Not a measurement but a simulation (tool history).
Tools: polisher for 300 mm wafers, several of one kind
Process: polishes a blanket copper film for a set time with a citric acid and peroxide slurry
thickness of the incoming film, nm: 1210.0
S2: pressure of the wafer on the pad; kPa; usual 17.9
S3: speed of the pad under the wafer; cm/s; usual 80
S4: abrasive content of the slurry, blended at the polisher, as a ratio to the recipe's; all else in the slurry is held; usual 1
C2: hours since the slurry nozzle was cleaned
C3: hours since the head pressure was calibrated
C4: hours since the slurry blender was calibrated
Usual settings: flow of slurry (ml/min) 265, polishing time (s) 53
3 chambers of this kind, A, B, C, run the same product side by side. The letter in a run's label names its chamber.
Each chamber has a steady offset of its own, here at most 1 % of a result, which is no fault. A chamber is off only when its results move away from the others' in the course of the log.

-- day=0.088 chamber C: worn pad replaced by a new one
run 1B day=0.392 | flow_of_slurry_(ml/min)=265 S2=17.9 S3=80 S4=1 polishing_time_(s)=53 | wafers_polished_on_this_pad=162 C2=188.1 C3=486.4 C4=39.5 | film_removed_(angstrom)=988.58
run 2A day=0.762 | flow_of_slurry_(ml/min)=265 S2=17.9 S3=80 S4=1 polishing_time_(s)=53 | wafers_polished_on_this_pad=837 C2=648.1 C3=19 C4=242.9 | film_removed_(angstrom)=982.61
-- day=0.842 chamber C: slurry nozzle cleaned
run 3C day=1.071 | flow_of_slurry_(ml/min)=265 S2=17.9 S3=80 S4=1 polishing_time_(s)=53 | wafers_polished_on_this_pad=260 C2=5.5 C3=61.3 C4=231.5 | film_removed_(angstrom)=983.56
-- day=1.567 chamber A: slurry blender recalibrated
run 4C day=1.583 | flow_of_slurry_(ml/min)=265 S2=17.9 S3=80 S4=1 polishing_time_(s)=53 | wafers_polished_on_this_pad=396 C2=17.8 C3=73.6 C4=243.8 | film_removed_(angstrom)=987.24
run 5A day=1.904 | flow_of_slurry_(ml/min)=265 S2=17.9 S3=80 S4=1 polishing_time_(s)=53 | wafers_polished_on_this_pad=1140 C2=675.5 C3=46.4 C4=8.2 | film_removed_(angstrom)=977.49
run 6B day=2.517 | flow_of_slurry_(ml/min)=265 S2=17.9 S3=80 S4=1 polishing_time_(s)=53 | wafers_polished_on_this_pad=726 C2=239.1 C3=537.4 C4=90.5 | film_removed_(angstrom)=986.33
-- day=2.754 chamber A: worn pad replaced by a new one
run 7C day=2.842 | flow_of_slurry_(ml/min)=265 S2=17.9 S3=80 S4=1 polishing_time_(s)=53 | wafers_polished_on_this_pad=730 C2=48 C3=103.8 C4=274 | film_removed_(angstrom)=993.48
run 8A day=3.162 | flow_of_slurry_(ml/min)=265 S2=17.9 S3=80 S4=1 polishing_time_(s)=53 | wafers_polished_on_this_pad=108 C2=705.7 C3=76.6 C4=38.4 | film_removed_(angstrom)=985.56
-- day=3.333 chamber A: slurry nozzle cleaned
-- day=3.404 chamber B: slurry blender recalibrated
-- day=3.538 chamber C: slurry blender recalibrated
run 9B day=3.612 | flow_of_slurry_(ml/min)=265 S2=17.9 S3=80 S4=1 polishing_time_(s)=53 | wafers_polished_on_this_pad=1017 C2=265.4 C3=563.7 C4=5.1 | film_removed_(angstrom)=997.23
-- day=3.704 chamber C: worn pad replaced by a new one
run 10B day=4.033 | flow_of_slurry_(ml/min)=265 S2=17.9 S3=80 S4=1 polishing_time_(s)=53 | wafers_polished_on_this_pad=1128 C2=275.5 C3=573.8 C4=15.2 | film_removed_(angstrom)=983.88
-- day=4.154 chamber B: worn pad replaced by a new one
run 11A day=4.583 | flow_of_slurry_(ml/min)=265 S2=17.9 S3=80 S4=1 polishing_time_(s)=53 | wafers_polished_on_this_pad=485 C2=30 C3=110.7 C4=72.5 | film_removed_(angstrom)=981.9
-- day=4.908 chamber B: head pressure recalibrated
run 12C day=5.196 | flow_of_slurry_(ml/min)=265 S2=17.9 S3=80 S4=1 polishing_time_(s)=53 | wafers_polished_on_this_pad=396 C2=104.5 C3=160.3 C4=39.8 | film_removed_(angstrom)=978.86
run 13B day=5.575 | flow_of_slurry_(ml/min)=265 S2=17.9 S3=80 S4=1 polishing_time_(s)=53 | wafers_polished_on_this_pad=377 C2=312.5 C3=16 C4=52.2 | film_removed_(angstrom)=988.92
run 14A day=6.221 | flow_of_slurry_(ml/min)=265 S2=17.9 S3=80 S4=1 polishing_time_(s)=53 | wafers_polished_on_this_pad=919 C2=69.3 C3=150 C4=111.8 | film_removed_(angstrom)=978.23
run 15C day=6.567 | flow_of_slurry_(ml/min)=265 S2=17.9 S3=80 S4=1 polishing_time_(s)=53 | wafers_polished_on_this_pad=759 C2=137.4 C3=193.2 C4=72.7 | film_removed_(angstrom)=979.17
run 16B day=7.096 | flow_of_slurry_(ml/min)=265 S2=17.9 S3=90 S4=1 polishing_time_(s)=53 | wafers_polished_on_this_pad=780 C2=349 C3=52.5 C4=88.7 | film_removed_(angstrom)=1093.7
run 17A day=7.458 | flow_of_slurry_(ml/min)=265 S2=17.9 S3=90 S4=1 polishing_time_(s)=53 | wafers_polished_on_this_pad=1248 C2=99 C3=179.7 C4=141.5 | film_removed_(angstrom)=1095.8
-- day=7.558 chamber A: worn pad replaced by a new one
-- day=7.792 chamber B: slurry blender recalibrated
run 18C day=7.933 | flow_of_slurry_(ml/min)=265 S2=17.9 S3=90 S4=1 polishing_time_(s)=53 | wafers_polished_on_this_pad=1122 C2=170.2 C3=226 C4=105.5 | film_removed_(angstrom)=1104.3
-- day=8.062 chamber C: worn pad replaced by a new one
-- day=8.283 chamber B: worn pad replaced by a new one
run 19B day=8.392 | flow_of_slurry_(ml/min)=265 S2=17.9 S3=80 S4=1 polishing_time_(s)=53 | wafers_polished_on_this_pad=29 C2=380.1 C3=83.6 C4=14.5 | film_removed_(angstrom)=991.91
run 20A day=8.829 | flow_of_slurry_(ml/min)=265 S2=17.9 S3=80 S4=1 polishing_time_(s)=53 | wafers_polished_on_this_pad=337 C2=131.9 C3=212.6 C4=174.4 | film_removed_(angstrom)=977.76
run 21C day=9.158 | flow_of_slurry_(ml/min)=265 S2=17.9 S3=80 S4=1 polishing_time_(s)=53 | wafers_polished_on_this_pad=291 C2=199.6 C3=255.4 C4=134.9 | film_removed_(angstrom)=985.59
run 22A day=9.767 | flow_of_slurry_(ml/min)=265 S2=17.9 S3=80 S4=1 polishing_time_(s)=53 | wafers_polished_on_this_pad=586 C2=154.4 C3=235.1 C4=196.9 | film_removed_(angstrom)=972.93
run 23B day=10.404 | flow_of_slurry_(ml/min)=265 S2=17.9 S3=80 S4=1 polishing_time_(s)=53 | wafers_polished_on_this_pad=563 C2=428.4 C3=131.9 C4=62.8 | film_removed_(angstrom)=984.61
run 24C day=11.008 | flow_of_slurry_(ml/min)=265 S2=20 S3=80 S4=1 polishing_time_(s)=60 | wafers_polished_on_this_pad=782 C2=244 C3=299.8 C4=179.3 | film_removed_(angstrom)=1244.4
run 25B day=11.617 | flow_of_slurry_(ml/min)=265 S2=20 S3=80 S4=1 polishing_time_(s)=60 | wafers_polished_on_this_pad=885 C2=457.5 C3=161 C4=91.9 | film_removed_(angstrom)=1252.8
-- day=11.988 chamber B: worn pad replaced by a new one
-- day=12.038 chamber C: worn pad replaced by a new one
run 26C day=12.083 | flow_of_slurry_(ml/min)=265 S2=20 S3=80 S4=1 polishing_time_(s)=60 | wafers_polished_on_this_pad=13 C2=269.8 C3=325.6 C4=205.1 | film_removed_(angstrom)=1246.4
-- day=12.525 chamber B: slurry blender recalibrated
-- day=12.633 chamber A: worn pad replaced by a new one
run 27A day=12.65 | flow_of_slurry_(ml/min)=265 S2=17.9 S3=80 S4=1 polishing_time_(s)=53 | wafers_polished_on_this_pad=4 C2=223.6 C3=304.3 C4=266.1 | film_removed_(angstrom)=984.24
run 28B day=12.958 | flow_of_slurry_(ml/min)=265 S2=17.9 S3=80 S4=1 polishing_time_(s)=53 | wafers_polished_on_this_pad=257 C2=489.7 C3=193.2 C4=10.5 | film_removed_(angstrom)=981.82
-- day=13.188 chamber A: slurry blender recalibrated
run 29C day=13.404 | flow_of_slurry_(ml/min)=295 S2=13.1 S3=80 S4=1 polishing_time_(s)=53 | wafers_polished_on_this_pad=363 C2=301.5 C3=357.3 C4=236.8 | film_removed_(angstrom)=742.97
run 30A day=13.758 | flow_of_slurry_(ml/min)=295 S2=13.1 S3=80 S4=1 polishing_time_(s)=53 | wafers_polished_on_this_pad=298 C2=250.2 C3=330.9 C4=13.8 | film_removed_(angstrom)=743.75
-- day=14.329 chamber C: slurry blender recalibrated
run 31C day=14.425 | flow_of_slurry_(ml/min)=295 S2=13.1 S3=80 S4=1 polishing_time_(s)=53 | wafers_polished_on_this_pad=634 C2=326 C3=381.8 C4=2.4 | film_removed_(angstrom)=734.92
run 32A day=15.108 | flow_of_slurry_(ml/min)=265 S2=17.9 S3=80 S4=1 polishing_time_(s)=53 | wafers_polished_on_this_pad=656 C2=282.6 C3=363.3 C4=46.2 | film_removed_(angstrom)=978.16
run 33B day=15.792 | flow_of_slurry_(ml/min)=265 S2=17.9 S3=80 S4=1 polishing_time_(s)=53 | wafers_polished_on_this_pad=1009 C2=557.7 C3=261.2 C4=78.5 | film_removed_(angstrom)=991.67
run 34A day=16.271 | flow_of_slurry_(ml/min)=265 S2=17.9 S3=80 S4=1.25 polishing_time_(s)=59 | wafers_polished_on_this_pad=965 C2=310.5 C3=391.2 C4=74.1 | film_removed_(angstrom)=1142.8

Is one chamber off against the others, does the gauge drift, or is nothing wrong? If a chamber is off, say which, and what the likeliest cause is.

No chamber stands off beyond its own small offset, and the gauge holds steady.
